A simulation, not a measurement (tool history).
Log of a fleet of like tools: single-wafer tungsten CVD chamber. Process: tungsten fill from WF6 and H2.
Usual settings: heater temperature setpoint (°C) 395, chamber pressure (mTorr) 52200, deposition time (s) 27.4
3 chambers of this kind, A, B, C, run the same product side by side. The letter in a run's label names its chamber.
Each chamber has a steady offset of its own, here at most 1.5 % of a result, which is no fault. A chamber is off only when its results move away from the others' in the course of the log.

run    day  heater temperature setpoint (°C)  chamber pressure (mTorr)  deposition time (s)  read-back reference wafer on the same gauge, thickness_nm  mean film thickness on the monitor wafer (angstrom)
 1A  0.242                               395                     52200                 27.4                                                     110.30                                               943.62
 2C  0.446                               395                     52200                 27.4                                                     110.33                                               944.42
 3B  0.633                               395                     52200                 27.4                                                     110.20                                               922.69
 4A  0.808                               395                     52200                 27.4                                                     110.28                                               941.01
 5C  0.992                               395                     52200                 27.4                                                     110.26                                               927.29
 6B  1.146                               395                     52200                 27.4                                                     110.33                                               928.09
 7B  1.317                               395                     52200                 23.4                                                     110.26                                               791.31
 8A  1.567                               395                     52200                 23.4                                                     110.39                                               809.40
 9C  1.742                               395                     52200                 23.4                                                     110.36                                               801.39
10C  1.950                               395                     62200                 23.6                                                     110.21                                               869.14
11B  2.117                               395                     62200                 23.6                                                     110.31                                               864.72
12A  2.354                               395                     62200                 23.6                                                     110.36                                               888.85
13B  2.517                               395                     52200                 27.4                                                     110.28                                               928.79
14A  2.688                               395                     57400                 27.4                                                     110.46                                               999.99
15C  2.829                               395                     57400                 27.4                                                     110.25                                               971.73
16B  2.996                               395                     57400                 27.4                                                     110.19                                               962.95
17C  3.171                               395                     52200                 27.4                                                     110.25                                               928.54
18A  3.333                               407                     52200                 23.2                                                     110.29                                              1005.90
19B  3.492                               407                     52200                 23.2                                                     110.41                                               975.41
20C  3.754                               407                     52200                 23.2                                                     110.18                                               985.17
21A  3.992                               404                     57200                 27.4                                                     110.17                                              1184.40
22A  4.258                               404                     57200                 27.4                                                     110.44                                              1191.90
23C  4.492                               404                     57200                 27.4                                                     110.32                                              1150.50

What goes on in this fleet: one chamber off, a drifting gauge, or nothing beyond the chambers' own small offsets? Name the chamber and the cause, if any.

Chamber A drifts away from the others.
Cause: wafer temperature above the value expected at the setpoint (K) = 2.19.
The log may not tell that from: true pressure above the setpoint (%).

Here are 4 candidates for chamber A's next run, each the usual settings with a change, their results left as question marks. Which one brings its results back in line with what the others give on the usual settings?
In line means no further than this from the other chambers' mean on the usual settings: mean film thickness on the monitor wafer (angstrom) 15.00
24A-1  4.683                               395                     52200                 28.8                                                                                                               ?
24A-2  4.683                               395                     49300                 25.2                                                                                                               ?
24A-3  4.683                               393                     52200                 26.9                                                                                                               ?
24A-4  4.683                               395                     52200                 30.3                                                                                                               ?

The other chambers' mean on the usual settings: mean film thickness on the monitor wafer (angstrom) 930.23
  run  mean film thickness on the monitor wafer (angstrom)
24A-1                                              1028.60
24A-2                                               876.62
24A-3                                               925.58
24A-4                                              1082.40
24A-3 brings the chamber back in line.
